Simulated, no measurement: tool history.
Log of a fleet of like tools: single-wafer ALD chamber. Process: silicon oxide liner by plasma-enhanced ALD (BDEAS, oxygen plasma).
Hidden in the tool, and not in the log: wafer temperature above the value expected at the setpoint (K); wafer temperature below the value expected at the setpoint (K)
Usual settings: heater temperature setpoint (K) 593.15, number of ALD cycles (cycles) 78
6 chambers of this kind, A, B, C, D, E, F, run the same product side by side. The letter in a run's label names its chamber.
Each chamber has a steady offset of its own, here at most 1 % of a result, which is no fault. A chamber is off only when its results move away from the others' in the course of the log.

| run | hour | heater temperature setpoint (K) | number of ALD cycles (cycles) | hours since the last thermocouple change | read-back reference wafer on the same gauge, thickness_nm | mean film thickness on the monitor wafer (angstrom) |
|---|---|---|---|---|---|---|
| 1F | 11.2 | 593.15 | 78 | 1150.9 | 6.5099 | 70.087 |
| 2B | 19.1 | 593.15 | 78 | 1421.8 | 6.5099 | 70.678 |
| 3D | 31.6 | 593.15 | 78 | 554.4 | 6.5111 | 70.426 |
| 4A | 43.7 | 593.15 | 78 | 585.7 | 6.5133 | 70.521 |
| 5C | 51.0 | 593.15 | 78 | 2666.2 | 6.5142 | 71.144 |
| 6E | 58.4 | 584.15 | 78 | 1521.0 | 6.5168 | 71.560 |
| 7C | 66.9 | 584.15 | 78 | 2682.1 | 6.5132 | 71.857 |
|  | 76.6 | chamber C: thermocouple changed; heater temperature recalibrated |
| 8E | 77.3 | 584.15 | 78 | 1539.9 | 6.5162 | 71.662 |
| 9B | 90.2 | 584.15 | 78 | 1492.9 | 6.5158 | 71.669 |
| 10F | 103.8 | 584.15 | 78 | 1243.5 | 6.5164 | 71.106 |
| 11D | 111.5 | 584.15 | 78 | 634.3 | 6.5179 | 71.329 |
| 12A | 123.9 | 593.15 | 78 | 665.9 | 6.5173 | 70.604 |
| 13C | 137.2 | 593.15 | 78 | 60.7 | 6.5205 | 71.061 |
| 14A | 144.5 | 593.15 | 78 | 686.5 | 6.5205 | 70.567 |
| 15F | 157.3 | 593.15 | 78 | 1297.0 | 6.5209 | 70.157 |
| 16B | 167.9 | 593.15 | 78 | 1570.6 | 6.5213 | 70.859 |
| 17E | 175.3 | 593.15 | 78 | 1637.9 | 6.5209 | 70.753 |
| 18D | 182.9 | 593.15 | 78 | 705.7 | 6.5216 | 70.523 |
| 19F | 193.3 | 593.15 | 78 | 1333.0 | 6.5220 | 70.272 |
| 20A | 200.3 | 593.15 | 78 | 742.3 | 6.5232 | 70.657 |
| 21E | 211.1 | 593.15 | 78 | 1673.7 | 6.5243 | 70.689 |
| 22D | 222.2 | 593.15 | 78 | 745.0 | 6.5246 | 70.533 |
| 23B | 234.2 | 593.15 | 78 | 1636.9 | 6.5252 | 70.983 |
| 24C | 247.2 | 593.15 | 78 | 170.7 | 6.5279 | 71.180 |
| 25B | 253.5 | 593.15 | 78 | 1656.2 | 6.5280 | 70.874 |
| 26D | 260.4 | 593.15 | 68 | 783.2 | 6.5271 | 61.523 |
| 27C | 267.4 | 593.15 | 68 | 190.9 | 6.5276 | 61.994 |
| 28F | 279.4 | 593.15 | 68 | 1419.1 | 6.5295 | 61.222 |
| 29E | 287.5 | 593.15 | 68 | 1750.1 | 6.5303 | 61.738 |
| 30A | 297.6 | 593.15 | 68 | 839.6 | 6.5289 | 61.637 |
| 31E | 311.0 | 593.15 | 68 | 1773.6 | 6.5334 | 61.783 |
| 32F | 325.3 | 593.15 | 78 | 1465.0 | 6.5318 | 70.247 |
| 33A | 334.4 | 593.15 | 78 | 876.4 | 6.5315 | 70.612 |
| 34C | 344.0 | 593.15 | 78 | 267.5 | 6.5324 | 71.181 |
| 35D | 351.0 | 593.15 | 78 | 873.8 | 6.5338 | 70.590 |
| 36B | 361.7 | 593.15 | 78 | 1764.4 | 6.5347 | 70.993 |
| 37D | 369.4 | 593.15 | 78 | 892.2 | 6.5358 | 70.585 |
| 38F | 381.2 | 603.15 | 84 | 1520.9 | 6.5347 | 74.593 |
| 39A | 390.1 | 603.15 | 84 | 932.1 | 6.5355 | 75.150 |
| 40C | 403.1 | 603.15 | 84 | 326.6 | 6.5373 | 75.646 |

Is one chamber off against the others, does the gauge drift, or is nothing wrong? If a chamber is off, say which, and what the likeliest cause is.

The gauge drifts, so all chambers seem to drift together. No chamber is off.
Cause: gauge reads high (%) = 0.419.
